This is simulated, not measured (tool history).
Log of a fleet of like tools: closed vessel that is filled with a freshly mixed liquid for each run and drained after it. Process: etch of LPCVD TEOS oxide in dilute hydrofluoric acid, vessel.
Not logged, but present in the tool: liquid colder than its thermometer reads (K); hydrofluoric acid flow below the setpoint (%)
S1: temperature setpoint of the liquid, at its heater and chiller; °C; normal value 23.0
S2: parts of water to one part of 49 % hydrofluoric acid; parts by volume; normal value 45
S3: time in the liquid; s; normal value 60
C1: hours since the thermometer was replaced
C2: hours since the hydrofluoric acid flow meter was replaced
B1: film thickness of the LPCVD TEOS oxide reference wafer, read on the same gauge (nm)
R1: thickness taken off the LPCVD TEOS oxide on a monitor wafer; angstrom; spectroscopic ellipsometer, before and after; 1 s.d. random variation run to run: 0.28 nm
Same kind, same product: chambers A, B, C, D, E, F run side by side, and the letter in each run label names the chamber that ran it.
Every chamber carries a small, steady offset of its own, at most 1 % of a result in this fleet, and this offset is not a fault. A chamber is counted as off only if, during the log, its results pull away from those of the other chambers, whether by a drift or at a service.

run	day	S1	S2	S3	C1	C2	B1	R1
1C	0.679	23.0	45	60	1417.8	377.7	89.986	440.21
2F	1.262	23.0	45	60	315.8	181.5	90.017	437.22
3E	1.771	23.0	45	60	1012.1	1041.3	90.030	443.08
# day 2.358: chamber B: hydrofluoric acid flow meter replaced
4B	2.446	23.0	45	60	449.4	2.1	90.057	441.84
5A	2.825	23.0	45	60	542.0	947.5	89.977	441.72
6D	3.429	23.0	45	60	238.5	261.4	89.964	433.69
7C	3.896	23.0	45	50	1495.0	454.9	89.955	366.77
8A	4.588	23.0	45	50	584.3	989.8	89.996	363.18
9E	5.088	23.0	45	50	1091.7	1120.9	89.988	369.06
10B	5.533	23.0	45	50	523.5	76.2	90.023	363.90
11D	6.154	23.0	45	50	303.9	326.8	89.981	363.74
12F	6.454	23.0	45	50	440.4	306.1	89.998	364.65
13C	6.896	23.0	45	60	1567.0	526.9	90.016	439.80
14F	7.496	23.0	45	60	465.4	331.1	89.978	437.19
15A	7.912	23.0	45	60	664.1	1069.6	89.977	437.53
16D	8.250	23.0	45	60	354.2	377.1	90.000	440.93
17B	8.938	23.0	45	60	605.2	157.9	89.981	435.58
# day 8.967: chamber A: hydrofluoric acid flow meter replaced
18E	9.338	23.0	45	60	1193.7	1222.9	89.996	438.80
19B	9.925	23.0	45	60	628.9	181.6	90.012	432.09
20A	10.508	23.0	55	60	726.4	37.0	90.006	356.25
# day 10.629: chamber F: thermometer replaced
21F	11.175	23.0	55	60	13.1	419.4	90.048	348.98
22D	11.796	23.0	55	60	439.3	462.2	90.008	349.70
23C	12.150	23.0	55	60	1693.1	653.0	90.030	357.32
24E	12.496	23.0	55	60	1269.5	1298.7	89.989	354.12
25F	13.104	23.0	55	60	59.4	465.7	90.010	355.46
# day 13.317: chamber C: thermometer replaced
26C	13.600	23.0	45	60	6.8	687.8	90.007	443.15
# day 13.888: chamber D: hydrofluoric acid flow meter replaced
27D	14.279	23.0	55	70	498.9	9.4	90.037	412.54
28A	14.808	23.0	55	70	829.6	140.2	89.992	417.64
29B	15.488	23.0	55	70	762.4	315.1	90.020	394.27
30E	15.946	23.0	55	70	1352.3	1381.5	90.017	413.09
31E	16.304	23.0	55	70	1360.9	1390.1	90.008	412.75
32A	16.650	23.0	55	70	873.8	184.4	90.000	419.67
33F	17.096	19.5	40	60	155.2	561.5	89.983	427.92
34B	17.538	19.5	40	60	811.6	364.3	90.012	404.06
35C	18.154	19.5	40	60	116.1	797.1	90.012	432.03
36D	18.454	19.5	40	60	599.1	109.6	90.001	427.30
37E	18.921	19.5	40	60	1423.7	1452.9	89.962	426.15
38C	19.375	19.5	40	60	145.4	826.4	90.028	433.13
39F	19.796	23.0	55	60	220.0	626.3	89.998	354.36
40D	20.358	23.0	55	60	644.8	155.3	89.957	354.18
41A	20.900	23.0	55	60	975.8	286.4	90.027	354.35
42B	21.308	23.0	55	60	902.1	454.8	89.988	332.70

What goes on in this fleet: one chamber off, a drifting gauge, or nothing beyond the chambers' own small offsets? Name the chamber and the cause, if any.

It is chamber B that slowly wanders off from its peers.
What lies behind it: liquid colder than its thermometer reads (K) = 1.65.
From this log alone, it may not be told apart from: hydrofluoric acid flow below the setpoint (%).

Below are 4 candidate recipes for chamber B's next run, each the usual settings with a change, their results shown as question marks. Which of them brings B's results back in line with what the other chambers give on the usual settings?
In line here means within this much of the mean the other chambers give on the usual settings: R1 9.60 angstrom
43B-1	21.800	21.5	45	60				?
43B-2	21.800	23.5	45	60				?
43B-3	21.800	22.5	45	60				?
43B-4	21.800	24.5	45	60				?

Average result of the remaining chambers running the usual settings: R1 438.72 angstrom
run	R1
43B-1	385.97
43B-2	419.54
43B-3	402.38
43B-4	437.11
Change 43B-4 lands the chamber within the allowed miss of the other chambers.
